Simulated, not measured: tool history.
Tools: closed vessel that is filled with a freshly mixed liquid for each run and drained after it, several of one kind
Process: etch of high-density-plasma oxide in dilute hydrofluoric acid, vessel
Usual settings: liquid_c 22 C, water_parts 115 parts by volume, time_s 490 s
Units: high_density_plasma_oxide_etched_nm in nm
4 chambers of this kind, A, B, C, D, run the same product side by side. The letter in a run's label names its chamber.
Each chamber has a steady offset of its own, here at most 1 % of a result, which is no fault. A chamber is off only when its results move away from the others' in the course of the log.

run,hour,liquid_c,water_parts,time_s,"read-back film thickness of the high-density-plasma oxide reference wafer, read on the same gauge (nm)",high_density_plasma_oxide_etched_nm
1D,5.1,22,115,490,29.996,28.496
2A,11.5,22,115,490,30.016,28.270
3B,17.2,22,115,490,29.991,27.837
4C,27.9,22,115,490,29.989,28.825
5C,37.1,22,115,490,30.013,28.928
6B,45.0,22,115,490,29.988,28.136
7A,52.7,22,165,490,29.990,18.331
8D,59.1,22,165,490,29.994,18.703
# hour 62.8: chamber B: thermometer replaced
9D,64.8,22,165,490,30.012,18.761
10B,73.4,22,165,490,30.015,18.397
11C,82.2,22,115,490,29.990,28.480
12A,90.4,19,115,360,29.980,18.300
13B,97.9,19,115,360,30.006,18.280
14C,102.9,19,115,360,30.010,18.862
15A,108.1,19,115,360,29.977,18.432
16D,115.2,22,115,490,30.022,28.774
17C,122.5,22,115,490,30.008,28.788
18A,129.2,22,115,585,29.970,33.499
19B,139.9,22,115,585,30.006,33.963
20D,145.7,22,115,585,30.013,35.015
21A,150.4,22,115,585,29.996,34.028
22D,157.8,22,115,490,30.025,29.098
23B,165.1,22,115,490,30.009,28.411
24C,172.7,22,115,490,29.980,28.779
25B,181.6,22,115,490,29.999,28.447
26C,188.9,22,115,490,29.995,28.302
27D,193.7,22,115,490,30.012,30.305
28A,201.2,22,115,490,30.003,28.202
29B,209.6,22,115,490,29.986,28.352
30A,218.8,22,145,490,30.031,22.015
31D,223.5,22,145,490,29.996,23.506
32C,228.8,22,145,490,30.006,21.943
33B,239.1,22,145,490,30.009,21.609
34D,243.9,22,115,490,30.006,30.786
35A,254.2,22,115,490,30.013,28.621
36C,264.8,22,115,490,30.008,28.650
37D,271.5,22,115,490,29.989,31.565
38C,282.1,22,115,490,30.028,28.692

Next, every chamber runs the same settings. What will each give?
39A,289.8,27,115,490,,?
39B,289.8,27,115,490,,?
39C,289.8,27,115,490,,?
39D,289.8,27,115,490,,?

run,high_density_plasma_oxide_etched_nm
39A,34.478
39B,34.635
39C,34.685
39D,38.001

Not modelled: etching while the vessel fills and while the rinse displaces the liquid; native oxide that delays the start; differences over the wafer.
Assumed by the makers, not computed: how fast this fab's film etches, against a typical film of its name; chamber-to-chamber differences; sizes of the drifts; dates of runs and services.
